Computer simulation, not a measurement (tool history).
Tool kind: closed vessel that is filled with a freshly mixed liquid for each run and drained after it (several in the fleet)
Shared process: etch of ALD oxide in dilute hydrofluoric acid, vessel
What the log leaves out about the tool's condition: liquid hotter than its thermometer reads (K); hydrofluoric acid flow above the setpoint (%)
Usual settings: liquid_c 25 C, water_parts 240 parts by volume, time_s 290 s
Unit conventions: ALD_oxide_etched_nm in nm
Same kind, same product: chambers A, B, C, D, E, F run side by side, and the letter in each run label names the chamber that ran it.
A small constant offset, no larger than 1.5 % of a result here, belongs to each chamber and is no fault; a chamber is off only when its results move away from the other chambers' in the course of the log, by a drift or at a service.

run	hour	liquid_c	water_parts	time_s	hours since the thermometer was replaced	hours since the hydrofluoric acid flow meter was replaced	read-back film thickness of the ALD oxide reference wafer, read on the same gauge (nm)	ALD_oxide_etched_nm
1B	2.8	25	240	290	759.5	989.4	69.976	18.167
2E	8.5	25	240	290	412.9	1026.1	70.026	18.491
3C	12.3	25	240	290	497.5	1550.2	69.974	18.348
4F	16	25	240	290	1103.4	1002.3	69.996	18.282
5D	22	25	240	290	965.2	481.3	70.012	18.25
6A	25.1	25	240	290	553.3	202	69.98	18.17
7A	31.2	25	240	290	559.4	208.1	70.031	18.152
8C	36.9	25	240	290	522.1	1574.8	70.01	18.35
# hour 38.5: chamber C: hydrofluoric acid flow meter replaced
9D	41.6	25	240	290	984.8	500.9	69.997	18.188
10E	47.9	25	240	290	452.3	1065.5	70.013	18.353
11F	50.7	25	240	290	1138.1	1037	70.024	18.154
12B	56.2	25	240	290	812.9	1042.8	70.009	18.172
13A	58.9	25	240	290	587.1	235.8	70.032	18.027
# hour 63.1: chamber E: thermometer replaced
14D	64.6	25	240	290	1007.8	523.9	69.992	18.105
15E	70.6	25	240	290	7.5	1088.2	70.002	18.409
16F	75.2	25	240	290	1162.6	1061.5	70.011	18.213
17C	81.3	25	240	290	566.5	42.8	69.966	18.41
18B	85.1	25	240	290	841.8	1071.7	70.002	18.066
19B	88.5	25	240	290	845.2	1075.1	69.993	17.986
20A	91.9	25	240	290	620.1	268.8	69.991	18.026
21F	97.4	25	240	290	1184.8	1083.7	69.961	18.332
22C	101.9	25	240	290	587.1	63.4	69.991	18.464
23D	104.7	26.5	240	290	1047.9	564	69.991	19.128
24E	107.6	26.5	240	290	44.5	1125.2	70.007	19.428
25C	112.7	26.5	240	290	597.9	74.2	69.994	19.39
26B	115.5	26.5	240	290	872.2	1102.1	70.01	18.942
27E	121.4	26.5	240	290	58.3	1139	70.004	19.37
28F	124.4	26.5	240	290	1211.8	1110.7	70.003	19.343
29A	128.7	25	240	290	656.9	305.6	70.016	18.06
30D	134.3	25	240	290	1077.5	593.6	70.019	18.217
31A	139	25	240	290	667.2	315.9	69.984	17.958
32C	143.4	25	240	290	628.6	104.9	70.018	18.343
33B	147	25	240	290	903.7	1133.6	70.007	18.032
34E	152.4	25	240	290	89.3	1170	69.978	18.506
35D	156.4	21.5	240	445	1099.6	615.7	69.988	24.527
36F	160.3	21.5	240	445	1247.7	1146.6	70.001	25.324
37B	164	21.5	240	445	920.7	1150.6	69.98	24.463
38A	167.8	21.5	240	445	696	344.7	69.989	24.346
39D	173.8	21.5	240	445	1117	633.1	69.993	24.667
40E	177.9	21.5	240	445	114.8	1195.5	70.015	24.742
41F	182.3	25	240	290	1269.7	1168.6	70.016	18.98
42C	187.7	25	240	290	672.9	149.2	70.03	18.441
43F	193.1	25	240	290	1280.5	1179.4	69.982	19.016
44D	198.1	25	240	290	1141.3	657.4	70.013	18.114

What goes on in this fleet: one chamber off, a drifting gauge, or nothing beyond the chambers' own small offsets? Name the chamber and the cause, if any.

Chamber F drifts away from the others.
Cause: hydrofluoric acid flow above the setpoint (%) = 3.71.
The log may not separate it from: liquid hotter than its thermometer reads (K).

Below are 4 candidate recipes for chamber F's next run, each the usual settings with a change, their results shown as question marks. Which of them brings F's results back in line with what the other chambers give on the usual settings?
Allowed miss from the other chambers' usual-settings mean, per result, to count as in line: ALD_oxide_etched_nm 0.22 nm
45F-1	202.6	25	245	285				?
45F-2	202.6	25	235	295				?
45F-3	202.6	25	255	290				?
45F-4	202.6	25	225	290				?

Usual-settings mean across the other chambers: ALD_oxide_etched_nm 18.24 nm
run	ALD_oxide_etched_nm
45F-1	18.27
45F-2	19.935
45F-3	17.668
45F-4	20.697
It is 45F-1 that realigns the chamber with its peers.

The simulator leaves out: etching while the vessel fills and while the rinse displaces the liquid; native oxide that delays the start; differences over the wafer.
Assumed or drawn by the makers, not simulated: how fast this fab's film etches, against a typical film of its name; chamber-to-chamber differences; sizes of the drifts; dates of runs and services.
